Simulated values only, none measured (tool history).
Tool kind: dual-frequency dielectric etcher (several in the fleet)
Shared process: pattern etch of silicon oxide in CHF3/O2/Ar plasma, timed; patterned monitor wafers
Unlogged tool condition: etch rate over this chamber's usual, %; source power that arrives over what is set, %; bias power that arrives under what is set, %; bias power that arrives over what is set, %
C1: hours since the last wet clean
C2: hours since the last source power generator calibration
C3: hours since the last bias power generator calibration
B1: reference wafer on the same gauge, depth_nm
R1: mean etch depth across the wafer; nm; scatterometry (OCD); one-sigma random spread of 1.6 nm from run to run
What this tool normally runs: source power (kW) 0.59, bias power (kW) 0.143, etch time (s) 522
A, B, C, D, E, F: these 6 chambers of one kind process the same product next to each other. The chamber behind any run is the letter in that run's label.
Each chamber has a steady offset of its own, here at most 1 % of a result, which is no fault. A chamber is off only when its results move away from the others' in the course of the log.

run 1F day=0.496 | source_power_(kW)=0.59 bias_power_(kW)=0.143 etch_time_(s)=522 | C1=417.7 C2=1246.8 C3=3315 | B1=1018.2 | R1=944.53
run 2E day=0.733 | source_power_(kW)=0.59 bias_power_(kW)=0.143 etch_time_(s)=522 | C1=481.2 C2=3100.1 C3=1889.5 | B1=1018.2 | R1=956.26
run 3A day=1.004 | source_power_(kW)=0.59 bias_power_(kW)=0.143 etch_time_(s)=522 | C1=426.1 C2=1006.5 C3=2025.3 | B1=1018.7 | R1=957.76
run 4C day=1.25 | source_power_(kW)=0.59 bias_power_(kW)=0.143 etch_time_(s)=522 | C1=219.3 C2=1017.5 C3=354.8 | B1=1018.6 | R1=954.18
run 5B day=1.75 | source_power_(kW)=0.59 bias_power_(kW)=0.143 etch_time_(s)=522 | C1=324 C2=2128.6 C3=526.6 | B1=1018.6 | R1=952.91
run 6D day=2.238 | source_power_(kW)=0.59 bias_power_(kW)=0.143 etch_time_(s)=522 | C1=350.6 C2=2839.3 C3=1442.1 | B1=1019.2 | R1=953.28
run 7F day=2.525 | source_power_(kW)=0.59 bias_power_(kW)=0.143 etch_time_(s)=522 | C1=466.4 C2=1295.5 C3=3363.7 | B1=1019.5 | R1=944.94
run 8D day=2.967 | source_power_(kW)=0.59 bias_power_(kW)=0.143 etch_time_(s)=522 | C1=368.1 C2=2856.8 C3=1459.6 | B1=1019.5 | R1=951.19
run 9B day=3.304 | source_power_(kW)=0.59 bias_power_(kW)=0.143 etch_time_(s)=522 | C1=361.3 C2=2165.9 C3=563.9 | B1=1019.9 | R1=949.19
-- day=3.662 chamber E: wet clean of the chamber
run 10C day=3.712 | source_power_(kW)=0.59 bias_power_(kW)=0.143 etch_time_(s)=522 | C1=278.4 C2=1076.6 C3=413.9 | B1=1020.2 | R1=957.49
run 11E day=4.042 | source_power_(kW)=0.59 bias_power_(kW)=0.143 etch_time_(s)=522 | C1=9.2 C2=3179.5 C3=1968.9 | B1=1019.6 | R1=962.9
run 12A day=4.404 | source_power_(kW)=0.65 bias_power_(kW)=0.143 etch_time_(s)=470 | C1=507.7 C2=1088.1 C3=2106.9 | B1=1020.1 | R1=894.18
run 13A day=4.925 | source_power_(kW)=0.65 bias_power_(kW)=0.143 etch_time_(s)=470 | C1=520.2 C2=1100.6 C3=2119.4 | B1=1020.3 | R1=896.06
run 14B day=5.279 | source_power_(kW)=0.65 bias_power_(kW)=0.143 etch_time_(s)=470 | C1=408.7 C2=2213.3 C3=611.3 | B1=1020.3 | R1=893.12
run 15C day=5.621 | source_power_(kW)=0.65 bias_power_(kW)=0.143 etch_time_(s)=470 | C1=324.2 C2=1122.4 C3=459.7 | B1=1021 | R1=894.81
run 16E day=5.9 | source_power_(kW)=0.65 bias_power_(kW)=0.143 etch_time_(s)=470 | C1=53.8 C2=3224.1 C3=2013.5 | B1=1020.7 | R1=898.38
run 17F day=6.229 | source_power_(kW)=0.65 bias_power_(kW)=0.143 etch_time_(s)=470 | C1=555.3 C2=1384.4 C3=3452.6 | B1=1020.7 | R1=886.24
run 18D day=6.483 | source_power_(kW)=0.59 bias_power_(kW)=0.143 etch_time_(s)=522 | C1=452.5 C2=2941.2 C3=1544 | B1=1021.3 | R1=956.29
-- day=6.512 chamber C: wet clean of the chamber
run 19A day=6.742 | source_power_(kW)=0.59 bias_power_(kW)=0.143 etch_time_(s)=522 | C1=563.8 C2=1144.2 C3=2163 | B1=1021 | R1=955.15
run 20B day=7.029 | source_power_(kW)=0.59 bias_power_(kW)=0.143 etch_time_(s)=522 | C1=450.7 C2=2255.3 C3=653.3 | B1=1021.5 | R1=955.59
run 21F day=7.342 | source_power_(kW)=0.59 bias_power_(kW)=0.143 etch_time_(s)=522 | C1=582 C2=1411.1 C3=3479.3 | B1=1021.7 | R1=944.08
-- day=7.679 chamber B: wet clean of the chamber
run 22C day=7.758 | source_power_(kW)=0.59 bias_power_(kW)=0.143 etch_time_(s)=522 | C1=30 C2=1173.7 C3=511 | B1=1021.7 | R1=956.48
-- day=8.096 chamber F: wet clean of the chamber
run 23D day=8.208 | source_power_(kW)=0.59 bias_power_(kW)=0.143 etch_time_(s)=522 | C1=493.9 C2=2982.6 C3=1585.4 | B1=1022.1 | R1=956.8
run 24E day=8.479 | source_power_(kW)=0.59 bias_power_(kW)=0.143 etch_time_(s)=522 | C1=115.7 C2=3286 C3=2075.4 | B1=1022.3 | R1=960.37
-- day=8.838 chamber D: wet clean of the chamber
run 25C day=9.004 | source_power_(kW)=0.59 bias_power_(kW)=0.143 etch_time_(s)=522 | C1=59.9 C2=1203.6 C3=540.9 | B1=1022.3 | R1=957.32
run 26F day=9.271 | source_power_(kW)=0.59 bias_power_(kW)=0.143 etch_time_(s)=522 | C1=28.2 C2=1457.4 C3=3525.6 | B1=1022.7 | R1=944.99
run 27B day=9.721 | source_power_(kW)=0.59 bias_power_(kW)=0.143 etch_time_(s)=522 | C1=49 C2=2319.9 C3=717.9 | B1=1022.8 | R1=953.38
run 28D day=10.162 | source_power_(kW)=0.59 bias_power_(kW)=0.143 etch_time_(s)=522 | C1=31.8 C2=3029.5 C3=1632.3 | B1=1023 | R1=956.75
run 29E day=10.6 | source_power_(kW)=0.59 bias_power_(kW)=0.143 etch_time_(s)=522 | C1=166.6 C2=3336.9 C3=2126.3 | B1=1023.1 | R1=963.09
-- day=10.792 chamber A: wet clean of the chamber
run 30A day=10.871 | source_power_(kW)=0.59 bias_power_(kW)=0.143 etch_time_(s)=522 | C1=2 C2=1243.3 C3=2262.1 | B1=1023.9 | R1=963.23
run 31F day=11.1 | source_power_(kW)=0.59 bias_power_(kW)=0.143 etch_time_(s)=522 | C1=72.1 C2=1501.3 C3=3569.5 | B1=1023.5 | R1=946.45
run 32C day=11.429 | source_power_(kW)=0.53 bias_power_(kW)=0.132 etch_time_(s)=522 | C1=118.1 C2=1261.8 C3=599.1 | B1=1023.9 | R1=899.54
run 33E day=11.708 | source_power_(kW)=0.53 bias_power_(kW)=0.132 etch_time_(s)=522 | C1=193.2 C2=3363.5 C3=2152.9 | B1=1023.9 | R1=901.68
run 34A day=12.175 | source_power_(kW)=0.53 bias_power_(kW)=0.132 etch_time_(s)=522 | C1=33.3 C2=1274.6 C3=2293.4 | B1=1024.1 | R1=895.12
run 35B day=12.7 | source_power_(kW)=0.53 bias_power_(kW)=0.132 etch_time_(s)=522 | C1=120.5 C2=2391.4 C3=789.4 | B1=1024 | R1=894.93
run 36D day=13.017 | source_power_(kW)=0.53 bias_power_(kW)=0.132 etch_time_(s)=522 | C1=100.3 C2=3098 C3=1700.8 | B1=1024.6 | R1=893.24
run 37C day=13.296 | source_power_(kW)=0.53 bias_power_(kW)=0.132 etch_time_(s)=522 | C1=162.9 C2=1306.6 C3=643.9 | B1=1024.5 | R1=897.79
run 38D day=13.554 | source_power_(kW)=0.59 bias_power_(kW)=0.143 etch_time_(s)=522 | C1=113.2 C2=3110.9 C3=1713.7 | B1=1024.7 | R1=955.42
run 39A day=14.067 | source_power_(kW)=0.59 bias_power_(kW)=0.143 etch_time_(s)=522 | C1=78.7 C2=1320 C3=2338.8 | B1=1025 | R1=963.1
run 40F day=14.396 | source_power_(kW)=0.59 bias_power_(kW)=0.143 etch_time_(s)=522 | C1=151.2 C2=1580.4 C3=3648.6 | B1=1025 | R1=951.39

All 6 chambers run these settings next. Forecast each chamber's results:
run 41A day=14.775 | source_power_(kW)=0.59 bias_power_(kW)=0.143 etch_time_(s)=522 | R1=?
run 41B day=14.775 | source_power_(kW)=0.59 bias_power_(kW)=0.143 etch_time_(s)=522 | R1=?
run 41C day=14.775 | source_power_(kW)=0.59 bias_power_(kW)=0.143 etch_time_(s)=522 | R1=?
run 41D day=14.775 | source_power_(kW)=0.59 bias_power_(kW)=0.143 etch_time_(s)=522 | R1=?
run 41E day=14.775 | source_power_(kW)=0.59 bias_power_(kW)=0.143 etch_time_(s)=522 | R1=?
run 41F day=14.775 | source_power_(kW)=0.59 bias_power_(kW)=0.143 etch_time_(s)=522 | R1=?

run=41A R1=962.74
run=41B R1=958.82
run=41C R1=961.26
run=41D R1=957.42
run=41E R1=967.22
run=41F R1=948.32
